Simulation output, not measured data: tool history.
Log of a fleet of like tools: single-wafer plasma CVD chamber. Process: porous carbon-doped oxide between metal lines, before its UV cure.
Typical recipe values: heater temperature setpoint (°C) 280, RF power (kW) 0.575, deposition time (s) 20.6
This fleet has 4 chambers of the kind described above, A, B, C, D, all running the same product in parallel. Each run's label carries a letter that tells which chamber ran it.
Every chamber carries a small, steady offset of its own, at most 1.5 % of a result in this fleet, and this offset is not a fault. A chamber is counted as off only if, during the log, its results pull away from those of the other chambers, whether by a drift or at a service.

run     day  heater temperature setpoint (°C)  RF power (kW)  deposition time (s)  read-back reference wafer on the same gauge, thickness_nm  mean film thickness on the monitor wafer (nm)
 1B   0.600                               280          0.575                 20.6                                                     121.98                                         138.91
      0.696  -- chamber D: thermocouple changed; heater temperature recalibrated
 2C   1.267                               280          0.575                 20.6                                                     122.03                                         140.92
 3D   1.638                               280          0.575                 20.6                                                     122.05                                         138.16
 4A   2.196                               280          0.575                 20.6                                                     121.94                                         140.44
 5C   2.862                               280          0.575                 20.6                                                     122.06                                         139.00
 6D   3.279                               280          0.575                 20.6                                                     122.14                                         138.82
 7A   3.825                               280          0.575                 20.6                                                     121.92                                         143.39
 8B   4.454                               280          0.575                 20.6                                                     121.96                                         139.05
 9D   4.958                               280          0.575                 20.6                                                     122.01                                         137.78
10A   5.629                               280          0.575                 20.6                                                     122.06                                         142.43
11C   6.175                               269          0.475                 20.6                                                     121.98                                         132.79
12B   6.712                               269          0.475                 20.6                                                     121.96                                         130.58
13B   7.188                               269          0.475                 20.6                                                     122.02                                         130.56
14D   7.733                               269          0.475                 20.6                                                     122.01                                         131.15
15C   8.296                               280          0.575                 20.6                                                     122.01                                         139.77
16A   8.704                               280          0.575                 20.6                                                     122.01                                         142.02
17A   9.192                               290          0.645                 20.6                                                     121.93                                         143.67
18D   9.817                               290          0.645                 20.6                                                     122.10                                         140.77
19B  10.425                               290          0.645                 20.6                                                     122.10                                         141.66
20C  10.750                               290          0.645                 20.6                                                     122.00                                         142.06
21B  11.329                               280          0.575                 20.6                                                     121.93                                         137.45
22A  11.962                               291          0.575                 20.6                                                     122.01                                         132.50
23D  12.488                               291          0.575                 20.6                                                     121.94                                         129.84
24C  12.892                               291          0.575                 20.6                                                     121.92                                         129.73
25D  13.375                               291          0.575                 20.6                                                     122.22                                         129.55
26B  14.038                               280          0.575                 20.6                                                     121.99                                         139.56
27A  14.383                               280          0.575                 20.6                                                     122.13                                         141.67
28C  14.738                               280          0.575                 20.6                                                     121.95                                         139.82
29A  15.104                               280          0.575                 20.6                                                     122.11                                         142.86
30D  15.654                               280          0.575                 20.6                                                     122.18                                         138.63
31B  16.246                               293          0.465                 20.6                                                     122.05                                         111.22
32C  16.675                               293          0.465                 20.6                                                     122.03                                         111.42
33C  17.288                               293          0.465                 20.6                                                     121.89                                         111.02
34D  17.617                               293          0.465                 20.6                                                     122.11                                         110.68
35A  18.175                               280          0.575                 20.6                                                     121.92                                         141.54
36B  18.746                               280          0.575                 20.6                                                     122.26                                         137.76
37A  19.412                               280          0.575                 20.6                                                     122.14                                         141.74
38D  19.842                               280          0.575                 20.6                                                     121.95                                         138.68
39B  20.262                               280          0.575                 20.6                                                     122.07                                         138.26

For the next run the whole fleet of 4 chambers uses the same settings. Give each chamber's results:
40A  20.742                               280          0.575                 22.2                                                                                                         ?
40B  20.742                               280          0.575                 22.2                                                                                                         ?
40C  20.742                               280          0.575                 22.2                                                                                                         ?
40D  20.742                               280          0.575                 22.2                                                                                                         ?

run  mean film thickness on the monitor wafer (nm)
40A                                         153.13
40B                                         150.69
40C                                         148.92
40D                                         149.66
